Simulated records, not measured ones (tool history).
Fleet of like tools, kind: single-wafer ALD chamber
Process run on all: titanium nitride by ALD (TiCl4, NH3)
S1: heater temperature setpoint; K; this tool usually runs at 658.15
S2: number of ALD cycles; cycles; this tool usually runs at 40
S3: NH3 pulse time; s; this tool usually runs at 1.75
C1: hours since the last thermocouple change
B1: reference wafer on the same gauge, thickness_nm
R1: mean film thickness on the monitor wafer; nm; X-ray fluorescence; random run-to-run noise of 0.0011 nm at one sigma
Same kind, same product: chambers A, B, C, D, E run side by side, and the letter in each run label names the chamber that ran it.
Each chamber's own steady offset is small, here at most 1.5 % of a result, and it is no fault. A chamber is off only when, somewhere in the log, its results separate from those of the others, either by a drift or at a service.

run	hour	S1	S2	S3	C1	B1	R1
1C	7.3	658.15	40	1.75	400.4	0.98712	0.86805
2B	14.2	658.15	40	1.75	643.6	0.98729	0.85422
3A	21.4	658.15	40	1.75	1744.3	0.98738	0.86575
4E	29.6	658.15	40	1.75	193.5	0.98746	0.85951
5D	35.8	658.15	40	1.75	1939.8	0.98764	0.86062
6D	43	658.15	40	1.75	1947	0.98801	0.85878
7B	48.5	650.15	40	2.13	677.9	0.98809	0.85565
8E	57.3	650.15	40	2.13	221.2	0.98846	0.86223
9A	63.3	650.15	40	2.13	1786.2	0.98824	0.86884
10C	72	650.15	40	2.13	465.1	0.98861	0.87151
11C	76.7	650.15	40	2.13	469.8	0.98883	0.87097
12D	80.8	658.15	40	1.75	1984.8	0.98872	0.86039
13B	87.9	658.15	40	1.75	717.3	0.98915	0.85228
14E	94.9	658.15	40	1.75	258.8	0.98929	0.85995
15A	100.2	667.15	40	2.14	1823.1	0.98918	0.87969
16D	105	667.15	40	2.14	2009	0.98899	0.87589
17E	112.4	667.15	40	2.14	276.3	0.98979	0.87665
18B	117.1	667.15	40	2.14	746.5	0.98972	0.87082
19C	124.3	667.15	40	2.14	517.4	0.98987	0.88678
20A	132.9	658.15	40	1.75	1855.8	0.98992	0.86592
21B	139.6	658.15	40	1.75	769	0.99044	0.85558
22E	144.9	658.15	40	1.75	308.8	0.99	0.86039
23A	149.5	658.15	40	1.75	1872.4	0.98992	0.86655
24D	155.5	658.15	40	1.75	2059.5	0.99027	0.86003
25C	162.6	658.15	40	1.75	555.7	0.9906	0.86973
26A	167.1	658.15	40	2.41	1890	0.9908	0.8805
27E	174	658.15	40	2.41	337.9	0.99123	0.87671
28C	181.6	658.15	40	2.41	574.7	0.99119	0.88524
29B	186.3	658.15	40	2.41	815.7	0.99093	0.86946
30D	193.6	658.15	40	2.41	2097.6	0.99168	0.87492
31C	199	658.15	40	1.75	592.1	0.99127	0.87176
32B	205.5	658.15	40	1.51	834.9	0.99143	0.8489
33D	214	658.15	40	1.51	2118	0.99208	0.85577
34E	218.1	658.15	40	1.51	382	0.99186	0.85468
35A	226.1	658.15	40	1.51	1949	0.99223	0.85993

Decide between three cases: one chamber stands off from its peers, the gauge reading all wafers drifts, or nothing is wrong past each chamber's small offset. Where a chamber is off, say which and what most likely put it there.

The gauge drifts, so all chambers seem to drift together. No chamber is off.
Cause: gauge reads high (%) = 0.529.

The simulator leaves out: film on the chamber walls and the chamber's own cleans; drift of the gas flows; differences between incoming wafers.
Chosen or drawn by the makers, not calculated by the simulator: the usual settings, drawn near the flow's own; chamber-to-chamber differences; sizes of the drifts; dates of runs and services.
